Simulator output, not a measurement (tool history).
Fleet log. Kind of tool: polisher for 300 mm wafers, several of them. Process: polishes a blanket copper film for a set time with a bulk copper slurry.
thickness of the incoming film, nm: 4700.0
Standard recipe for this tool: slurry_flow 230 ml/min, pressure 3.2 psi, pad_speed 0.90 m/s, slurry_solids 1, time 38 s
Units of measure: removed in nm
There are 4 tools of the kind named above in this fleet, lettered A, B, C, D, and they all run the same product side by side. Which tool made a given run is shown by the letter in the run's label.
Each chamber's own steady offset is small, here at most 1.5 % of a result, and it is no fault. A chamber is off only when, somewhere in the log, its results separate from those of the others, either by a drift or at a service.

run,hour,slurry_flow,pressure,pad_speed,slurry_solids,time,removed
# hour 1.5: chamber B: worn pad replaced by a new one
# hour 4.3: chamber A: worn pad replaced by a new one
1B,8.6,230,3.2,0.90,1,38,297.81
# hour 12.4: chamber B: slurry blender recalibrated
2A,18.9,230,3.2,0.90,1,38,301.06
# hour 28.0: chamber C: worn pad replaced by a new one
3D,31.9,230,3.2,0.90,1,38,299.48
4C,41.4,230,3.2,0.90,1,38,298.80
# hour 41.5: chamber D: worn pad replaced by a new one
5B,53.6,230,3.2,0.90,1,38,302.72
# hour 57.2: chamber B: worn pad replaced by a new one
# hour 60.6: chamber A: slurry blender recalibrated
6A,66.8,230,3.2,0.90,1,38,299.81
# hour 72.4: chamber A: worn pad replaced by a new one
7C,74.8,200,3.2,0.72,1,38,234.81
# hour 77.1: chamber C: worn pad replaced by a new one
# hour 78.3: chamber B: slurry nozzle cleaned
# hour 79.4: chamber C: slurry blender recalibrated
8D,83.8,200,3.2,0.72,1,38,234.86
# hour 89.8: chamber C: head pressure recalibrated
9B,90.0,200,3.2,0.72,1,38,240.91
10D,97.6,200,3.2,0.72,1,38,236.88
11A,106.3,230,4.0,0.90,1,38,373.95
12C,115.7,230,4.0,0.90,1,38,383.49
# hour 121.2: chamber B: worn pad replaced by a new one
# hour 124.4: chamber B: head pressure recalibrated
# hour 126.4: chamber D: worn pad replaced by a new one
# hour 127.6: chamber C: worn pad replaced by a new one
13C,128.9,230,4.0,0.90,1,38,380.51
14A,139.0,230,4.0,0.90,1,38,371.99
15D,150.0,230,3.2,0.90,1,38,293.07
# hour 154.7: chamber A: worn pad replaced by a new one
16B,161.7,230,3.2,0.90,1,38,308.03
17B,172.7,230,3.2,0.90,1,38,303.32
18C,183.3,230,3.2,0.90,1,38,300.21
# hour 189.6: chamber B: worn pad replaced by a new one
# hour 191.8: chamber C: worn pad replaced by a new one
19A,192.7,230,3.2,0.90,1,38,305.45
20D,202.3,230,3.2,0.90,1,38,285.46
# hour 203.7: chamber D: worn pad replaced by a new one
21D,209.6,230,3.2,0.90,1,38,281.17
# hour 221.7: chamber A: worn pad replaced by a new one
22A,222.9,230,3.2,0.90,1,38,294.36
23C,234.0,230,3.2,0.90,1,38,304.65
24B,241.1,230,3.2,0.90,1,38,303.73
# hour 249.4: chamber A: slurry blender recalibrated
25D,250.5,230,3.2,0.90,1,38,274.55
# hour 252.7: chamber C: worn pad replaced by a new one
26C,259.5,230,3.2,0.90,1,38,305.71
27A,269.1,295,3.2,0.90,1,44,361.69

All chambers now run identical settings, listed one chamber a line with results as question marks. What results will each chamber show?
28A,278.9,230,3.2,1.10,1,38,?
28B,278.9,230,3.2,1.10,1,38,?
28C,278.9,230,3.2,1.10,1,38,?
28D,278.9,230,3.2,1.10,1,38,?

run,removed
28A,357.79
28B,362.34
28C,365.91
28D,330.95
